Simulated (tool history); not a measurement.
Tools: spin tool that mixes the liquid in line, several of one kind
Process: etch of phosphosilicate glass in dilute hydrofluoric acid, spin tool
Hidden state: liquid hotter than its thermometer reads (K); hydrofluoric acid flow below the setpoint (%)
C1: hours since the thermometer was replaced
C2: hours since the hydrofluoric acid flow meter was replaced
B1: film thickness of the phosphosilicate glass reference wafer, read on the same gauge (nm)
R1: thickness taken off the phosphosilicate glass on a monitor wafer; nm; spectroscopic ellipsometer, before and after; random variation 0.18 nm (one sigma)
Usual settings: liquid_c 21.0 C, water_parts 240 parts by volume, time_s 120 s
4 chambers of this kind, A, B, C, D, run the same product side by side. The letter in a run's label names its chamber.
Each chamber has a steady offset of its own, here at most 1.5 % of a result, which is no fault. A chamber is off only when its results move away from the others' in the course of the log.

run 1B hour=3.0 | liquid_c=21.0 water_parts=240 time_s=120 | C1=623.7 C2=329.5 | B1=60.000 | R1=22.930
run 2C hour=7.8 | liquid_c=21.0 water_parts=240 time_s=120 | C1=1114.0 C2=67.7 | B1=60.017 | R1=23.425
run 3A hour=11.2 | liquid_c=21.0 water_parts=240 time_s=120 | C1=846.2 C2=1538.4 | B1=60.032 | R1=23.095
run 4D hour=14.0 | liquid_c=21.0 water_parts=240 time_s=120 | C1=1402.9 C2=136.8 | B1=60.010 | R1=23.124
run 5B hour=17.1 | liquid_c=21.0 water_parts=240 time_s=120 | C1=637.8 C2=343.6 | B1=59.998 | R1=23.516
run 6A hour=19.7 | liquid_c=17.5 water_parts=240 time_s=120 | C1=854.7 C2=1546.9 | B1=59.999 | R1=20.406
run 7D hour=23.5 | liquid_c=17.5 water_parts=240 time_s=120 | C1=1412.4 C2=146.3 | B1=59.999 | R1=20.302
run 8C hour=27.9 | liquid_c=17.5 water_parts=240 time_s=120 | C1=1134.1 C2=87.8 | B1=60.073 | R1=20.545
run 9A hour=32.0 | liquid_c=17.5 water_parts=240 time_s=120 | C1=867.0 C2=1559.2 | B1=60.000 | R1=20.154
run 10C hour=35.8 | liquid_c=21.0 water_parts=240 time_s=120 | C1=1142.0 C2=95.7 | B1=60.024 | R1=23.256
run 11B hour=40.9 | liquid_c=21.0 water_parts=150 time_s=185 | C1=661.6 C2=367.4 | B1=60.000 | R1=62.744
run 12D hour=45.9 | liquid_c=21.0 water_parts=150 time_s=185 | C1=1434.8 C2=168.7 | B1=60.045 | R1=64.185
run 13A hour=49.4 | liquid_c=21.0 water_parts=150 time_s=185 | C1=884.4 C2=1576.6 | B1=59.993 | R1=62.297
run 14B hour=53.3 | liquid_c=21.0 water_parts=150 time_s=185 | C1=674.0 C2=379.8 | B1=59.951 | R1=62.875
run 15C hour=56.1 | liquid_c=21.0 water_parts=240 time_s=120 | C1=1162.3 C2=116.0 | B1=59.993 | R1=23.396
run 16D hour=59.7 | liquid_c=21.0 water_parts=240 time_s=120 | C1=1448.6 C2=182.5 | B1=59.958 | R1=24.178
run 17B hour=63.2 | liquid_c=21.0 water_parts=240 time_s=120 | C1=683.9 C2=389.7 | B1=60.039 | R1=23.360
run 18C hour=67.8 | liquid_c=21.0 water_parts=240 time_s=120 | C1=1174.0 C2=127.7 | B1=59.956 | R1=23.103
run 19D hour=71.4 | liquid_c=21.0 water_parts=280 time_s=180 | C1=1460.3 C2=194.2 | B1=59.998 | R1=30.232
run 20A hour=74.9 | liquid_c=21.0 water_parts=280 time_s=180 | C1=909.9 C2=1602.1 | B1=59.957 | R1=28.885
run 21A hour=78.6 | liquid_c=21.0 water_parts=280 time_s=180 | C1=913.6 C2=1605.8 | B1=59.990 | R1=28.386
run 22D hour=82.7 | liquid_c=21.0 water_parts=280 time_s=180 | C1=1471.6 C2=205.5 | B1=59.964 | R1=30.938
run 23C hour=84.9 | liquid_c=21.0 water_parts=240 time_s=120 | C1=1191.1 C2=144.8 | B1=60.009 | R1=23.158
run 24B hour=89.2 | liquid_c=21.0 water_parts=240 time_s=120 | C1=709.9 C2=415.7 | B1=59.996 | R1=23.449
run 25B hour=94.3 | liquid_c=21.0 water_parts=240 time_s=120 | C1=715.0 C2=420.8 | B1=60.007 | R1=23.290
run 26D hour=97.4 | liquid_c=21.0 water_parts=240 time_s=120 | C1=1486.3 C2=220.2 | B1=60.008 | R1=25.125

What goes on in this fleet: one chamber off, a drifting gauge, or nothing beyond the chambers' own small offsets? Name the chamber and the cause, if any.

Chamber D drifts away from the others.
Cause: liquid hotter than its thermometer reads (K) = 2.5.
The log may not tell that from: hydrofluoric acid flow above the setpoint (%).

Here are 4 candidates for chamber D's next run, each the usual settings with a change, their results left as question marks. Which one brings its results back in line with what the others give on the usual settings?
In line means no further than this from the other chambers' mean on the usual settings: R1 0.630 nm
run 27D-1 hour=101.1 | liquid_c=26.0 water_parts=240 time_s=120 | R1=?
run 27D-2 hour=101.1 | liquid_c=21.0 water_parts=240 time_s=130 | R1=?
run 27D-3 hour=101.1 | liquid_c=21.0 water_parts=260 time_s=110 | R1=?
run 27D-4 hour=101.1 | liquid_c=21.0 water_parts=250 time_s=115 | R1=?

The other chambers' mean on the usual settings: R1 23.157 nm
run=27D-1 R1=30.082
run=27D-2 R1=27.312
run=27D-3 R1=20.914
run=27D-4 R1=22.965
27D-4 brings the chamber back in line.

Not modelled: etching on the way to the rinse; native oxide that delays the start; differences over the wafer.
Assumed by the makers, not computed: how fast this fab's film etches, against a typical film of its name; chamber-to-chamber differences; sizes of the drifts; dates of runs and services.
